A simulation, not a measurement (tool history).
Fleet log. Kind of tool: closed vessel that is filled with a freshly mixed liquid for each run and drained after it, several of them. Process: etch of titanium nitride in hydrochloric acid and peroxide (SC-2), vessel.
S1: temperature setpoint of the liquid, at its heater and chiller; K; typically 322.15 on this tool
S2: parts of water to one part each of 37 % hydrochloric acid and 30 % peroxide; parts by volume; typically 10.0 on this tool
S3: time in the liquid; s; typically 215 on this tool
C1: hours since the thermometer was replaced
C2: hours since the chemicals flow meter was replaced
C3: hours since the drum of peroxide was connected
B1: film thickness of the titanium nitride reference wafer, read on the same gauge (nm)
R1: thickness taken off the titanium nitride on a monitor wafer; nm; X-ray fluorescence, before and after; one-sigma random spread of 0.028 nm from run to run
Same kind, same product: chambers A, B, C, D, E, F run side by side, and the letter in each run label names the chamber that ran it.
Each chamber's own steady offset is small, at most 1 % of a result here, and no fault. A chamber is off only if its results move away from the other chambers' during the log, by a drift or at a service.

Run 1C, hour 6.4: usual settings; C1 676.9; C2 540.9; C3 707.6; B1 29.980. Result: R1 8.1657 nm.
Run 2F, hour 13.5: usual settings; C1 1409.9; C2 400.7; C3 421.7; B1 29.981. Result: R1 8.1303 nm.
Run 3B, hour 18.5: usual settings; C1 191.2; C2 85.3; C3 456.8; B1 29.975. Result: R1 8.1246 nm.
Run 4A, hour 23.1: usual settings; C1 1803.5; C2 222.1; C3 410.6; B1 29.986. Result: R1 8.1091 nm.
Run 5E, hour 28.4: usual settings; C1 1313.2; C2 54.6; C3 67.5; B1 29.994. Result: R1 8.0591 nm.
Run 6D, hour 34.4: usual settings; C1 226.3; C2 572.8; C3 694.9; B1 30.006. Result: R1 7.9753 nm.
Run 7E, hour 40.0: usual settings; C1 1324.8; C2 66.2; C3 79.1; B1 29.992. Result: R1 8.0640 nm.
Run 8F, hour 47.0: usual settings; C1 1443.4; C2 434.2; C3 455.2; B1 30.013. Result: R1 8.0599 nm.
At hour 52.8: chamber B: new drum of peroxide connected.
Run 9B, hour 54.9: usual settings; C1 227.6; C2 121.7; C3 2.1; B1 30.004. Result: R1 8.1100 nm.
Run 10A, hour 59.4: usual settings; C1 1839.8; C2 258.4; C3 446.9; B1 30.003. Result: R1 8.0690 nm.
Run 11D, hour 66.2: usual settings; C1 258.1; C2 604.6; C3 726.7; B1 29.998. Result: R1 8.0071 nm.
Run 12C, hour 72.0: usual settings; C1 742.5; C2 606.5; C3 773.2; B1 30.016. Result: R1 8.1788 nm.
Run 13D, hour 78.1: usual settings; C1 270.0; C2 616.5; C3 738.6; B1 29.997. Result: R1 7.9945 nm.
Run 14B, hour 86.2: usual settings; C1 258.9; C2 153.0; C3 33.4; B1 29.975. Result: R1 8.0701 nm.
Run 15A, hour 92.4: usual settings; C1 1872.8; C2 291.4; C3 479.9; B1 30.020. Result: R1 8.1147 nm.
Run 16E, hour 99.6: usual settings; C1 1384.4; C2 125.8; C3 138.7; B1 30.004. Result: R1 8.0226 nm.
Run 17C, hour 106.6: usual settings; C1 777.1; C2 641.1; C3 807.8; B1 29.991. Result: R1 8.1043 nm.
Run 18F, hour 112.7: usual settings; C1 1509.1; C2 499.9; C3 520.9; B1 29.972. Result: R1 8.0482 nm.
Run 19D, hour 119.3: usual settings; C1 311.2; C2 657.7; C3 779.8; B1 29.996. Result: R1 7.9236 nm.
Run 20A, hour 124.1: usual settings; C1 1904.5; C2 323.1; C3 511.6; B1 30.008. Result: R1 8.0611 nm.
Run 21B, hour 130.7: usual settings; C1 303.4; C2 197.5; C3 77.9; B1 30.003. Result: R1 8.0171 nm.
Run 22F, hour 138.6: usual settings; C1 1535.0; C2 525.8; C3 546.8; B1 29.995. Result: R1 8.0680 nm.
Run 23E, hour 143.7: usual settings; C1 1428.5; C2 169.9; C3 182.8; B1 29.999. Result: R1 8.0546 nm.
Run 24C, hour 152.0: usual settings; C1 822.5; C2 686.5; C3 853.2; B1 29.996. Result: R1 8.1711 nm.
Run 25D, hour 159.2: usual settings; C1 351.1; C2 697.6; C3 819.7; B1 30.004. Result: R1 7.9920 nm.
Run 26E, hour 164.4: usual settings; C1 1449.2; C2 190.6; C3 203.5; B1 29.979. Result: R1 8.0615 nm.
Run 27B, hour 170.7: usual settings but S1 331.15 K, S3 155 s; C1 343.4; C2 237.5; C3 117.9; B1 29.998. Result: R1 10.4740 nm.
At hour 174.7: chamber D: chemicals flow meter replaced.
Run 28A, hour 178.6: usual settings but S1 331.15 K, S3 155 s; C1 1959.0; C2 377.6; C3 566.1; B1 30.005. Result: R1 10.5390 nm.
Run 29C, hour 183.2: usual settings but S1 331.15 K, S3 155 s; C1 853.7; C2 717.7; C3 884.4; B1 29.998. Result: R1 10.6200 nm.
Run 30F, hour 188.8: usual settings but S1 331.15 K, S3 155 s; C1 1585.2; C2 576.0; C3 597.0; B1 30.001. Result: R1 10.3710 nm.
Run 31E, hour 197.1: usual settings but S1 331.15 K, S3 155 s; C1 1481.9; C2 223.3; C3 236.2; B1 30.005. Result: R1 10.4130 nm.
Run 32C, hour 202.7: usual settings but S1 331.15 K, S3 155 s; C1 873.2; C2 737.2; C3 903.9; B1 29.989. Result: R1 10.5480 nm.
Run 33B, hour 208.9: usual settings; C1 381.6; C2 275.7; C3 156.1; B1 30.004. Result: R1 8.0213 nm.
Run 34D, hour 213.0: usual settings; C1 404.9; C2 38.4; C3 873.5; B1 29.996. Result: R1 8.0090 nm.
Run 35A, hour 220.2: usual settings; C1 2000.6; C2 419.2; C3 607.7; B1 30.012. Result: R1 8.0808 nm.
Run 36F, hour 228.7: usual settings but S2 12.5 parts by volume; C1 1625.1; C2 615.9; C3 636.9; B1 30.010. Result: R1 6.6705 nm.
Run 37C, hour 235.8: usual settings but S2 12.5 parts by volume; C1 906.3; C2 770.3; C3 937.0; B1 29.996. Result: R1 6.7554 nm.
Run 38E, hour 243.1: usual settings but S2 12.5 parts by volume; C1 1527.9; C2 269.3; C3 282.2; B1 30.000. Result: R1 6.6682 nm.
Run 39D, hour 247.6: usual settings but S2 12.5 parts by volume; C1 439.5; C2 73.0; C3 908.1; B1 29.992. Result: R1 6.5750 nm.
Run 40A, hour 253.5: usual settings but S2 12.5 parts by volume; C1 2033.9; C2 452.5; C3 641.0; B1 30.011. Result: R1 6.7457 nm.

All 6 chambers run these settings next. Forecast each chamber's results:
Run 41A, hour 259.6: usual settings. Result: R1 ?.
Run 41B, hour 259.6: usual settings. Result: R1 ?.
Run 41C, hour 259.6: usual settings. Result: R1 ?.
Run 41D, hour 259.6: usual settings. Result: R1 ?.
Run 41E, hour 259.6: usual settings. Result: R1 ?.
Run 41F, hour 259.6: usual settings. Result: R1 ?.

run      R1
41A  8.0560
41B  8.0978
41C  8.1162
41D  7.9815
41E  7.9846
41F  8.0340
